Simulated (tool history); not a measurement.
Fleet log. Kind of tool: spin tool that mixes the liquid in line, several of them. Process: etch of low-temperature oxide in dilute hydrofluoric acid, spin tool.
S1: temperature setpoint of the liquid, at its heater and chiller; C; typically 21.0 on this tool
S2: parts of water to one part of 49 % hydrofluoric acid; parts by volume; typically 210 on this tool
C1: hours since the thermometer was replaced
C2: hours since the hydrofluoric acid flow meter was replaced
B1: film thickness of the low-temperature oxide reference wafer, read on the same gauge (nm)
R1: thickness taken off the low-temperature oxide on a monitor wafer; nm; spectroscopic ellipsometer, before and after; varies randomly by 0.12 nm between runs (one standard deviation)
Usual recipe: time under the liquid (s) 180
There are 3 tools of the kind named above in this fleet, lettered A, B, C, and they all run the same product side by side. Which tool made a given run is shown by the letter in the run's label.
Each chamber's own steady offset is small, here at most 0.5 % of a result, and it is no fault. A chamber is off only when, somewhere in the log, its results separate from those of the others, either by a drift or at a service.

Run 1A, hour 13.5: usual settings; C1 977.7; C2 503.4; B1 109.98. Result: R1 14.637 nm.
Run 2B, hour 20.0: usual settings; C1 559.9; C2 714.1; B1 109.96. Result: R1 14.575 nm.
Run 3C, hour 30.1: usual settings; C1 674.1; C2 1416.0; B1 109.99. Result: R1 14.468 nm.
Run 4C, hour 40.8: usual settings; C1 684.8; C2 1426.7; B1 110.01. Result: R1 14.546 nm.
Run 5B, hour 50.2: usual settings; C1 590.1; C2 744.3; B1 110.03. Result: R1 14.644 nm.
At hour 54.2: chamber A: thermometer replaced.
Run 6A, hour 56.9: usual settings but S2 120 parts by volume; C1 2.7; C2 546.8; B1 109.96. Result: R1 27.581 nm.
Run 7B, hour 67.2: usual settings but S2 120 parts by volume; C1 607.1; C2 761.3; B1 110.00. Result: R1 27.842 nm.
Run 8C, hour 79.9: usual settings but S2 120 parts by volume; C1 723.9; C2 1465.8; B1 109.94. Result: R1 27.585 nm.
Run 9A, hour 86.4: usual settings; C1 32.2; C2 576.3; B1 109.99. Result: R1 14.472 nm.
Run 10C, hour 95.3: usual settings; C1 739.3; C2 1481.2; B1 110.01. Result: R1 14.572 nm.
Run 11B, hour 108.8: usual settings; C1 648.7; C2 802.9; B1 110.01. Result: R1 14.627 nm.
Run 12A, hour 121.1: usual settings; C1 66.9; C2 611.0; B1 110.01. Result: R1 14.150 nm.
Run 13A, hour 133.0: usual settings; C1 78.8; C2 622.9; B1 109.98. Result: R1 14.596 nm.
Run 14B, hour 139.7: usual settings; C1 679.6; C2 833.8; B1 109.99. Result: R1 14.341 nm.
Run 15C, hour 153.9: usual settings; C1 797.9; C2 1539.8; B1 109.96. Result: R1 14.727 nm.
Run 16C, hour 162.4: usual settings; C1 806.4; C2 1548.3; B1 110.00. Result: R1 14.570 nm.
Run 17A, hour 171.4: usual settings; C1 117.2; C2 661.3; B1 109.99. Result: R1 14.469 nm.
Run 18B, hour 180.4: usual settings; C1 720.3; C2 874.5; B1 110.00. Result: R1 14.616 nm.
Run 19A, hour 188.8: usual settings; C1 134.6; C2 678.7; B1 110.03. Result: R1 14.392 nm.
Run 20B, hour 198.2: usual settings; C1 738.1; C2 892.3; B1 109.96. Result: R1 14.529 nm.
Run 21C, hour 212.4: usual settings; C1 856.4; C2 1598.3; B1 110.00. Result: R1 14.701 nm.
Run 22A, hour 226.0: usual settings; C1 171.8; C2 715.9; B1 110.01. Result: R1 14.604 nm.
Run 23C, hour 235.0: usual settings; C1 879.0; C2 1620.9; B1 110.05. Result: R1 14.723 nm.
Run 24B, hour 248.9: usual settings but S1 19.0 C; C1 788.8; C2 943.0; B1 110.00. Result: R1 13.444 nm.
Run 25C, hour 259.1: usual settings but S1 19.0 C; C1 903.1; C2 1645.0; B1 110.04. Result: R1 13.468 nm.
Run 26A, hour 265.5: usual settings but S1 19.0 C; C1 211.3; C2 755.4; B1 109.98. Result: R1 13.464 nm.
Run 27B, hour 273.2: usual settings; C1 813.1; C2 967.3; B1 110.00. Result: R1 14.582 nm.
Run 28A, hour 286.8: usual settings; C1 232.6; C2 776.7; B1 110.01. Result: R1 14.373 nm.
At hour 291.4: chamber C: thermometer replaced.
Run 29B, hour 300.8: usual settings; C1 840.7; C2 994.9; B1 109.99. Result: R1 14.402 nm.
Run 30C, hour 309.1: usual settings; C1 17.7; C2 1695.0; B1 110.02. Result: R1 14.344 nm.
Run 31B, hour 320.8: usual settings; C1 860.7; C2 1014.9; B1 110.01. Result: R1 14.443 nm.
Run 32A, hour 332.4: usual settings; C1 278.2; C2 822.3; B1 110.00. Result: R1 14.412 nm.
Run 33C, hour 339.5: usual settings; C1 48.1; C2 1725.4; B1 110.01. Result: R1 14.478 nm.
Run 34A, hour 349.4: usual settings but S1 25.5 C, S2 135 parts by volume; C1 295.2; C2 839.3; B1 110.01. Result: R1 28.917 nm.
Run 35B, hour 363.0: usual settings but S1 25.5 C, S2 135 parts by volume; C1 902.9; C2 1057.1; B1 109.98. Result: R1 29.059 nm.
Run 36C, hour 374.9: usual settings but S1 25.5 C, S2 135 parts by volume; C1 83.5; C2 1760.8; B1 109.98. Result: R1 28.966 nm.
Run 37A, hour 386.3: usual settings; C1 332.1; C2 876.2; B1 110.01. Result: R1 14.614 nm.
Run 38B, hour 399.2: usual settings; C1 939.1; C2 1093.3; B1 109.96. Result: R1 14.655 nm.
Run 39C, hour 410.0: usual settings; C1 118.6; C2 1795.9; B1 109.97. Result: R1 14.673 nm.
Run 40C, hour 418.4: usual settings; C1 127.0; C2 1804.3; B1 109.99. Result: R1 14.496 nm.
Run 41B, hour 432.6: usual settings; C1 972.5; C2 1126.7; B1 109.97. Result: R1 14.624 nm.
Run 42A, hour 442.5: usual settings; C1 388.3; C2 932.4; B1 109.98. Result: R1 14.535 nm.
Run 43C, hour 455.6: usual settings; C1 164.2; C2 1841.5; B1 110.01. Result: R1 14.449 nm.

Decide between three cases: one chamber stands off from its peers, the gauge reading all wafers drifts, or nothing is wrong past each chamber's small offset. Where a chamber is off, say which and what most likely put it there.

All chambers stay in line apart from their small fixed offsets, and the gauge does not drift.
